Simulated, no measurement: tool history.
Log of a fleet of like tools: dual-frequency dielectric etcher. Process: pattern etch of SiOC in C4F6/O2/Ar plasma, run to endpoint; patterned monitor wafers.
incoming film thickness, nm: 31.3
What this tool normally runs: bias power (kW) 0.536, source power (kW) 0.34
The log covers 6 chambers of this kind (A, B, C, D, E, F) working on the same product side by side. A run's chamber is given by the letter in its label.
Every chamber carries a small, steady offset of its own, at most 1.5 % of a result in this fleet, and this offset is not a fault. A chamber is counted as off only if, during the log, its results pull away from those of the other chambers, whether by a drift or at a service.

run	hour	bias power (kW)	source power (kW)	hours since the last wet clean	hours since the last bias power generator calibration	hours since the last source power generator calibration	endpoint time (s)
1E	3.1	0.536	0.34	491.1	176.4	1552.4	10.773
2D	6.7	0.536	0.34	190.9	332.3	1029.1	10.897
3B	11.1	0.536	0.34	148.3	178.4	158.1	10.892
4F	15.4	0.536	0.34	157.1	1761.9	3453.9	10.884
5C	19.1	0.536	0.34	416.6	207.4	204.5	10.874
6A	22.6	0.536	0.41	303.3	1257.7	666.1	10.186
7A	26	0.536	0.41	306.7	1261.1	669.5	10.338
8B	30.3	0.536	0.41	167.5	197.6	177.3	10.22
9C	33.7	0.536	0.41	431.2	222	219.1	10.054
10F	36.8	0.536	0.41	178.5	1783.3	3475.3	10.159
11D	41.1	0.536	0.41	225.3	366.7	1063.5	10.279
12E	43.2	0.536	0.34	531.2	216.5	1592.5	10.836
13D	47.5	0.536	0.34	231.7	373.1	1069.9	10.969
14B	51.4	0.536	0.4	188.6	218.7	198.4	10.303
15A	54.7	0.536	0.4	335.4	1289.8	698.2	10.48
16E	57.2	0.536	0.4	545.2	230.5	1606.5	10.162
17F	62	0.536	0.4	203.7	1808.5	3500.5	10.332
18C	65.6	0.536	0.4	463.1	253.9	251	10.233
19F	69.9	0.536	0.4	211.6	1816.4	3508.4	10.272
20B	72.1	0.536	0.34	209.3	239.4	219.1	10.949
21A	74.3	0.536	0.3	355	1309.4	717.8	11.465
22C	78.1	0.536	0.3	475.6	266.4	263.5	11.311
23E	82.1	0.536	0.3	570.1	255.4	1631.4	11.209
24D	86.3	0.536	0.3	270.5	411.9	1108.7	11.492
25C	89.4	0.536	0.3	486.9	277.7	274.8	11.352
26A	92.7	0.536	0.3	373.4	1327.8	736.2	11.508
27D	96.2	0.536	0.34	280.4	421.8	1118.6	11.017
28B	100.5	0.536	0.34	237.7	267.8	247.5	11.024
29E	104.7	0.536	0.38	592.7	278	1654	10.25
30F	108.5	0.536	0.38	250.2	1855	3547	10.465
31E	111	0.536	0.38	599	284.3	1660.3	10.377
# hour 114.2: chamber F: source power generator calibrated
32A	115.8	0.536	0.38	396.5	1350.9	759.3	10.561
33D	120.3	0.536	0.38	304.5	445.9	1142.7	10.55
34B	123.2	0.536	0.38	260.4	290.5	270.2	10.522
35C	126.3	0.536	0.34	523.8	314.6	311.7	10.913
36F	131	0.536	0.34	272.7	1877.5	16.9	10.967
37A	134.3	0.536	0.34	415	1369.4	777.8	11.061
38D	137.9	0.536	0.34	322.1	463.5	1160.3	10.994

Is one chamber off against the others, does the gauge drift, or is nothing wrong? If a chamber is off, say which, and what the likeliest cause is.

Nothing is wrong: each chamber keeps only its own small, steady offset and the gauge holds still.
